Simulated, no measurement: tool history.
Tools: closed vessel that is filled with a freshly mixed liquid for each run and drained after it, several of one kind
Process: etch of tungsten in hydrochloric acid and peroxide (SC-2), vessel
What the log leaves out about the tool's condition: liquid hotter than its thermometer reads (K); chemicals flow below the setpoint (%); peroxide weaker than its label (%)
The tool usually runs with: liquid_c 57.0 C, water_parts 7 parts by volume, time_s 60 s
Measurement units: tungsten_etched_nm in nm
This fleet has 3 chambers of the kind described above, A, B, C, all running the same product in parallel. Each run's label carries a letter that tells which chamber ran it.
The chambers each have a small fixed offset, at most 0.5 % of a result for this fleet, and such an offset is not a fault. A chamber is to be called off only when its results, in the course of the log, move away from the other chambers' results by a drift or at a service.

run	hour	liquid_c	water_parts	time_s	hours since the thermometer was replaced	hours since the chemicals flow meter was replaced	hours since the drum of peroxide was connected	read-back film thickness of the tungsten reference wafer, read on the same gauge (nm)	tungsten_etched_nm
1A	11.6	57.0	7	60	430.6	2378.1	69.9	50.011	25.372
2C	19.5	57.0	7	60	566.2	90.5	23.2	50.000	25.040
3B	33.3	57.0	7	60	313.6	421.4	385.2	50.011	25.359
4C	40.8	57.0	7	60	587.5	111.8	44.5	49.970	25.543
5B	47.7	57.0	7	60	328.0	435.8	399.6	49.979	25.485
6A	60.1	57.0	7	60	479.1	2426.6	118.4	50.008	24.747
# hour 70.8: chamber A: chemicals flow meter replaced
7B	72.5	57.0	7	60	352.8	460.6	424.4	49.988	25.085
8A	78.6	57.0	7	60	497.6	7.8	136.9	49.989	25.247
9C	88.6	57.0	7	60	635.3	159.6	92.3	49.989	25.234
10B	95.3	57.0	7	60	375.6	483.4	447.2	50.000	25.309
11C	101.7	57.0	7	60	648.4	172.7	105.4	50.010	25.433
12A	113.1	57.0	7	60	532.1	42.3	171.4	50.026	25.046
13A	120.4	57.0	7	60	539.4	49.6	178.7	50.012	25.396
14C	133.4	65.5	7	60	680.1	204.4	137.1	49.977	42.998
15B	141.7	65.5	7	60	422.0	529.8	493.6	49.998	43.660
16A	152.5	65.5	7	60	571.5	81.7	210.8	49.998	43.277
17C	164.7	57.0	7	60	711.4	235.7	168.4	50.020	25.081
18B	171.0	57.0	7	60	451.3	559.1	522.9	50.009	26.157
19B	180.4	57.0	7	60	460.7	568.5	532.3	49.996	26.621
20C	191.0	57.0	7	60	737.7	262.0	194.7	49.974	25.227
21A	198.4	57.0	7	60	617.4	127.6	256.7	50.016	25.275
22A	207.3	57.0	7	60	626.3	136.5	265.6	49.983	25.597
23C	217.5	57.0	7	60	764.2	288.5	221.2	50.006	24.925
24B	229.5	57.0	7	60	509.8	617.6	581.4	50.036	26.767
25C	238.8	57.0	7	60	785.5	309.8	242.5	50.047	25.377
26B	246.2	57.0	7	60	526.5	634.3	598.1	50.007	26.666
27A	255.7	57.0	7	60	674.7	184.9	314.0	49.994	24.948
28A	265.5	57.0	7	60	684.5	194.7	323.8	50.009	25.418
29B	276.9	57.0	7	60	557.2	665.0	628.8	50.017	27.365
30C	284.9	57.0	7	60	831.6	355.9	288.6	49.988	25.098
31C	294.3	57.0	7	60	841.0	365.3	298.0	49.999	25.097
32A	303.7	57.0	7	60	722.7	232.9	362.0	50.011	25.081
33B	312.1	57.0	7	60	592.4	700.2	664.0	49.985	27.708

Read the log: is a single chamber off, either drifting away or since a service, is the gauge that measures every chamber drifting, or is nothing wrong beyond small per-chamber offsets? Name any odd chamber and what most likely caused it.

It is chamber B that slowly wanders off from its peers.
Cause: liquid hotter than its thermometer reads (K) = 1.51.
From this log alone, it may not be told apart from: chemicals flow above the setpoint (%).

Which of the 4 candidates below, each the usual settings with something changed and its results left as question marks, puts chamber B back in line with what the other chambers give on the usual settings?
In line means no further than this from the other chambers' mean on the usual settings: tungsten_etched_nm 0.660 nm
34B-1	322.0	56.0	7	55					?
34B-2	322.0	58.5	7	60					?
34B-3	322.0	57.0	8	60					?
34B-4	322.0	57.0	7	70					?

Average result of the remaining chambers running the usual settings: tungsten_etched_nm 25.170 nm
run	tungsten_etched_nm
34B-1	23.925
34B-2	30.510
34B-3	25.014
34B-4	32.425
34B-3 puts the chamber back in line with the other chambers.
